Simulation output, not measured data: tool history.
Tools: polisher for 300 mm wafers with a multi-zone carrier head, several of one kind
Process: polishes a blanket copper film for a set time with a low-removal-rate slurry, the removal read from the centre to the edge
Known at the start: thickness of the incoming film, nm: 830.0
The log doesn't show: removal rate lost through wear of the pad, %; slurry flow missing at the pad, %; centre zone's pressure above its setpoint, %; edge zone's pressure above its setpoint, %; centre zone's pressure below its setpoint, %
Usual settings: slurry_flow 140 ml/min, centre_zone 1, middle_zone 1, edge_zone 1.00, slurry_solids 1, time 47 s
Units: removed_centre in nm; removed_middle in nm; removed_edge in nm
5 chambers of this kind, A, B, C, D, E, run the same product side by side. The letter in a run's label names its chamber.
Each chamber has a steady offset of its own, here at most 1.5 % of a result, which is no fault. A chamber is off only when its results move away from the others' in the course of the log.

run,day,slurry_flow,centre_zone,middle_zone,edge_zone,slurry_solids,time,wafers polished on this pad,hours since the slurry nozzle was cleaned,hours since the centre zone pressure was calibrated,hours since the edge zone pressure was calibrated,removed_centre,removed_middle,removed_edge
1C,0.512,140,1,1,1.00,1,47,613,105.0,750.9,150.2,235.19,234.64,234.61
# day 0.692: chamber A: edge zone pressure recalibrated
# day 1.046: chamber D: worn pad replaced by a new one
2E,1.062,140,1,1,1.00,1,47,242,696.7,600.4,34.0,233.83,233.90,237.62
# day 1.588: chamber C: worn pad replaced by a new one
3D,1.600,140,1,1,1.00,1,47,110,473.3,321.3,147.5,237.96,234.62,228.44
4A,2.075,140,1,1,1.00,1,47,1239,289.2,806.6,33.2,234.66,235.72,237.60
5B,2.592,140,1,1,1.00,1,47,956,96.0,227.0,326.3,232.89,237.81,237.85
6A,3.088,185,1,1,1.00,1,47,1440,313.5,830.9,57.5,249.69,249.52,247.56
# day 3.479: chamber E: worn pad replaced by a new one
7D,3.567,185,1,1,1.00,1,47,502,520.5,368.5,194.7,252.53,249.75,243.93
8C,3.975,185,1,1,1.00,1,47,475,188.1,834.0,233.3,252.01,245.00,248.38
# day 4.367: chamber B: worn pad replaced by a new one
9B,4.512,185,1,1,1.00,1,47,29,142.1,273.1,372.4,246.18,245.40,244.11
10E,4.917,185,1,1,1.00,1,47,286,789.2,692.9,126.5,247.32,244.65,243.49
# day 5.008: chamber C: slurry nozzle cleaned
11C,5.308,140,1,1,1.00,1,47,740,7.2,866.0,265.3,234.22,233.54,231.73
# day 5.617: chamber B: centre zone pressure recalibrated
# day 5.662: chamber E: slurry nozzle cleaned
12B,5.688,140,1,1,1.00,1,47,263,170.3,1.7,400.6,234.54,237.25,239.79
# day 5.796: chamber C: worn pad replaced by a new one
13D,6.154,140,1,1,1.00,1,47,1017,582.6,430.6,256.8,235.78,240.38,234.28
# day 6.262: chamber D: worn pad replaced by a new one
14A,6.792,140,1,1,1.00,1,47,2177,402.4,919.8,146.4,234.53,238.01,232.82
15E,7.304,140,1,1,1.00,1,47,761,39.5,750.2,183.8,234.87,234.35,236.30
# day 7.467: chamber E: worn pad replaced by a new one
16B,7.833,140,1,1,1.00,1,47,690,221.8,53.2,452.1,237.39,234.19,237.66
17A,8.446,140,1,1,1.00,1,47,2507,442.1,959.5,186.1,233.01,234.22,233.89
18E,8.929,140,1,1,1.00,1,47,291,78.5,789.2,222.8,234.84,236.36,237.12
# day 9.038: chamber C: centre zone pressure recalibrated
19C,9.283,140,1,1,1.00,1,47,694,102.6,5.9,360.7,236.09,235.19,237.76
# day 9.583: chamber A: centre zone pressure recalibrated
# day 9.712: chamber C: worn pad replaced by a new one
20D,9.925,140,1,1,1.00,1,47,729,673.1,521.1,347.3,239.80,238.90,233.79
21A,10.521,140,1,1,1.00,1,47,2920,491.9,22.5,235.9,230.58,233.58,229.91
# day 10.675: chamber D: worn pad replaced by a new one
# day 10.896: chamber B: worn pad replaced by a new one
22C,10.967,140,1,1,1.00,1,47,249,143.0,46.3,401.1,237.99,232.70,237.52
# day 11.308: chamber E: worn pad replaced by a new one
23D,11.408,140,1,1,1.00,1,47,146,708.7,556.7,382.9,236.72,236.16,234.31
24B,11.812,140,1,1,1.00,1,47,182,317.3,148.7,547.6,231.82,234.08,237.26
25E,12.433,140,1,1,1.00,1,47,224,162.6,873.3,306.9,233.24,236.60,238.19
# day 12.667: chamber C: edge zone pressure recalibrated
26C,12.946,140,1,1,1.00,1,47,643,190.5,93.8,6.8,236.28,231.51,239.94
# day 13.242: chamber C: worn pad replaced by a new one
27E,13.333,140,1,1,1.00,1,47,403,184.2,894.9,328.5,233.70,236.85,234.79
# day 13.508: chamber E: edge zone pressure recalibrated
28B,13.975,140,1,1,1.00,1,47,613,369.2,200.6,599.5,233.53,236.80,236.19
# day 14.062: chamber C: slurry nozzle cleaned
29A,14.546,140,1,1,1.00,1,47,3721,588.5,119.1,332.5,229.81,228.14,227.54
# day 14.754: chamber E: worn pad replaced by a new one
30D,14.921,140,1,1,1.00,1,47,845,793.0,641.0,467.2,237.77,237.99,232.83
# day 15.200: chamber A: slurry nozzle cleaned
31A,15.262,140,1,1,1.00,1,47,3863,1.6,136.3,349.7,229.29,228.71,229.54
# day 15.746: chamber D: worn pad replaced by a new one
32B,15.792,140,1,1,1.00,1,47,974,412.8,244.2,643.1,236.91,233.84,233.84
33C,16.150,140,1,1,1.11,1,47,578,50.2,170.7,83.7,234.49,236.25,249.25
34D,16.754,140,1,1,1.11,1,47,201,837.0,685.0,511.2,237.67,233.39,242.01
35E,17.158,140,1,1,1.11,1,47,478,276.0,986.7,87.7,237.85,235.38,246.93
# day 17.529: chamber C: worn pad replaced by a new one
36D,17.812,140,1,1,1.11,1,47,412,862.4,710.4,536.6,238.00,239.18,244.05
# day 17.833: chamber B: worn pad replaced by a new one
37C,18.250,140,1,1,1.11,1,47,144,100.6,221.1,134.1,237.23,235.28,250.64
# day 18.429: chamber E: worn pad replaced by a new one
38B,18.842,140,1,1,1.00,1,47,200,486.0,317.4,716.3,233.14,238.28,232.99
39E,19.288,140,1,1,1.00,1,47,171,327.1,1037.8,138.8,239.33,232.27,234.72
40A,19.888,140,1,1,1.00,1,47,4784,112.6,247.3,460.7,222.44,226.01,225.20

Next, every chamber runs the same settings. What will each give?
41A,20.354,140,1,1,1.00,1,47,,,,,?,?,?
41B,20.354,140,1,1,1.00,1,47,,,,,?,?,?
41C,20.354,140,1,1,1.00,1,47,,,,,?,?,?
41D,20.354,140,1,1,1.00,1,47,,,,,?,?,?
41E,20.354,140,1,1,1.00,1,47,,,,,?,?,?

run,removed_centre,removed_middle,removed_edge
41A,222.38,225.50,221.04
41B,236.00,237.73,236.80
41C,236.30,235.81,237.55
41D,236.86,239.20,234.82
41E,232.24,238.08,238.65
